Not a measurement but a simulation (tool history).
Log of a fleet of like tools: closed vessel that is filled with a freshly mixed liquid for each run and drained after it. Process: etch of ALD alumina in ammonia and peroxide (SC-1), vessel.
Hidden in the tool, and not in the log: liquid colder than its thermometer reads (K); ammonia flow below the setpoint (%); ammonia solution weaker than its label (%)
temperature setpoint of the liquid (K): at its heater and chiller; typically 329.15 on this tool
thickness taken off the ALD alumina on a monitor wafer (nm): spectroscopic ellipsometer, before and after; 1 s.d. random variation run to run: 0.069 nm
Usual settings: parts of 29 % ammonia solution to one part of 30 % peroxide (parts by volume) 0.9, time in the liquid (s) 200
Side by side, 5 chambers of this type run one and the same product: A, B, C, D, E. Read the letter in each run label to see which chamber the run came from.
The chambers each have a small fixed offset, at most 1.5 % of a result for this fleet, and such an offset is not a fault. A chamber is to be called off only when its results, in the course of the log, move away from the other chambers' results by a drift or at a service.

run     day  temperature setpoint of the liquid (K)  parts of 29 % ammonia solution to one part of 30 % peroxide (parts by volume)  time in the liquid (s)  hours since the thermometer was replaced  hours since the ammonia flow meter was replaced  hours since the drum of ammonia solution was connected  read-back film thickness of the ALD alumina reference wafer, read on the same gauge (nm)  thickness taken off the ALD alumina on a monitor wafer (nm)
 1C   0.208                                  329.15                                                                            0.9                     200                                    1023.6                                           1508.7                                                   178.2                                                                                    70.007                                                       12.277
      0.279  -- chamber E: new drum of ammonia solution connected
 2B   0.558                                  329.15                                                                            0.9                     200                                    2146.4                                             1841                                                   158.7                                                                                    70.027                                                       12.251
 3D   0.779                                  329.15                                                                            0.9                     200                                     122.8                                            830.2                                                   254.8                                                                                    69.989                                                       12.103
 4E   0.988                                  329.15                                                                            0.9                     200                                    1242.2                                            483.4                                                      17                                                                                    69.994                                                       12.195
 5A   1.258                                  329.15                                                                            0.9                     200                                     147.4                                            617.5                                                   280.3                                                                                    70.014                                                       12.107
 6D   1.575                                  329.15                                                                            0.9                     200                                     141.9                                            849.3                                                   273.9                                                                                    69.999                                                       12.165
 7A   1.979                                  329.15                                                                            0.9                     200                                     164.7                                            634.8                                                   297.6                                                                                    70.015                                                       12.155
 8E   2.338                                  329.15                                                                            0.9                     200                                    1274.6                                            515.8                                                    49.4                                                                                    69.976                                                       12.029
 9C   2.658                                  329.15                                                                            0.9                     200                                    1082.4                                           1567.5                                                     237                                                                                    69.999                                                       12.257
10B   3.046                                  329.15                                                                            0.9                     200                                    2206.1                                           1900.7                                                   218.4                                                                                    69.984                                                       12.446
11C   3.312                                  329.15                                                                            0.9                     200                                    1098.1                                           1583.2                                                   252.7                                                                                    69.965                                                       12.192
12A   3.608                                  329.15                                                                            0.9                     200                                     203.8                                            673.9                                                   336.7                                                                                     69.99                                                       12.302
13E   3.867                                  329.15                                                                            0.9                     200                                    1311.3                                            552.5                                                    86.1                                                                                     70.03                                                       12.008
14D   4.217                                  329.15                                                                            0.9                     200                                     205.3                                            912.7                                                   337.3                                                                                    69.972                                                       12.221
      4.246  -- chamber B: new drum of ammonia solution connected
15B   4.458                                  333.65                                                                            0.9                     200                                      2240                                           1934.6                                                     5.1                                                                                    69.976                                                       15.419
16D   4.812                                  333.65                                                                            0.9                     200                                     219.6                                              927                                                   351.6                                                                                    69.985                                                        15.41
17B   5.071                                  333.65                                                                            0.9                     200                                    2254.7                                           1949.3                                                    19.8                                                                                    70.025                                                       15.404
18A   5.475                                  333.65                                                                            0.9                     200                                     248.6                                            718.7                                                   381.5                                                                                    70.016                                                       15.407
      5.688  -- chamber A: ammonia flow meter replaced
19C   5.858                                  333.65                                                                            0.9                     200                                    1159.2                                           1644.3                                                   313.8                                                                                    69.976                                                       15.242
20E   6.067                                  329.15                                                                            0.9                     200                                    1364.1                                            605.3                                                   138.9                                                                                    69.993                                                       11.672
21D   6.442                                  329.15                                                                            0.9                     200                                     258.7                                            966.1                                                   390.7                                                                                    70.028                                                       12.216
        6.5  -- chamber B: ammonia flow meter replaced
22C   6.858                                  329.15                                                                            0.9                     200                                    1183.2                                           1668.3                                                   337.8                                                                                    70.002                                                       12.263
23B   7.192                                  329.15                                                                            0.9                     200                                    2305.6                                             16.7                                                    70.7                                                                                    70.043                                                         12.3
24A   7.571                                  329.15                                                                            0.9                     200                                     298.9                                             45.2                                                   431.8                                                                                    70.006                                                       12.354
25E   7.783                                  329.15                                                                            0.9                     200                                    1405.3                                            646.5                                                   180.1                                                                                    70.001                                                       11.708
      8.092  -- chamber E: new drum of ammonia solution connected
26D   8.188                                  329.15                                                                            0.9                     200                                     300.6                                             1008                                                   432.6                                                                                    69.992                                                       12.042
27E   8.408                                  329.15                                                                            0.9                     200                                    1420.3                                            661.5                                                     7.7                                                                                    69.979                                                        11.48
28B   8.612                                  329.15                                                                            0.9                     200                                    2339.7                                             50.8                                                   104.8                                                                                    69.983                                                       12.378
29A   8.858                                  329.15                                                                            0.9                     200                                     329.8                                             76.1                                                   462.7                                                                                    70.004                                                       12.265
30C   9.158                                  329.15                                                                            0.9                     200                                    1238.4                                           1723.5                                                     393                                                                                    69.977                                                         12.2
31A   9.446                                  329.15                                                                            0.9                     200                                     343.9                                             90.2                                                   476.8                                                                                    70.006                                                       12.204
32B   9.746                                  329.15                                                                            0.9                     200                                    2366.9                                               78                                                     132                                                                                    69.996                                                       12.279
33C  10.112                                  329.15                                                                            0.9                     200                                    1261.3                                           1746.4                                                   415.9                                                                                    70.062                                                       12.322

Next, all 5 chambers run the settings below, one line each with question marks for the results. What does each chamber give?
34A  10.412                                  329.15                                                                            0.9                     200                                                                                                                                                                                                                                                                                                         ?
34B  10.412                                  329.15                                                                            0.9                     200                                                                                                                                                                                                                                                                                                         ?
34C  10.412                                  329.15                                                                            0.9                     200                                                                                                                                                                                                                                                                                                         ?
34D  10.412                                  329.15                                                                            0.9                     200                                                                                                                                                                                                                                                                                                         ?
34E  10.412                                  329.15                                                                            0.9                     200                                                                                                                                                                                                                                                                                                         ?

run  thickness taken off the ALD alumina on a monitor wafer (nm)
34A                                                       12.216
34B                                                       12.198
34C                                                       12.292
34D                                                       12.065
34E                                                       11.278
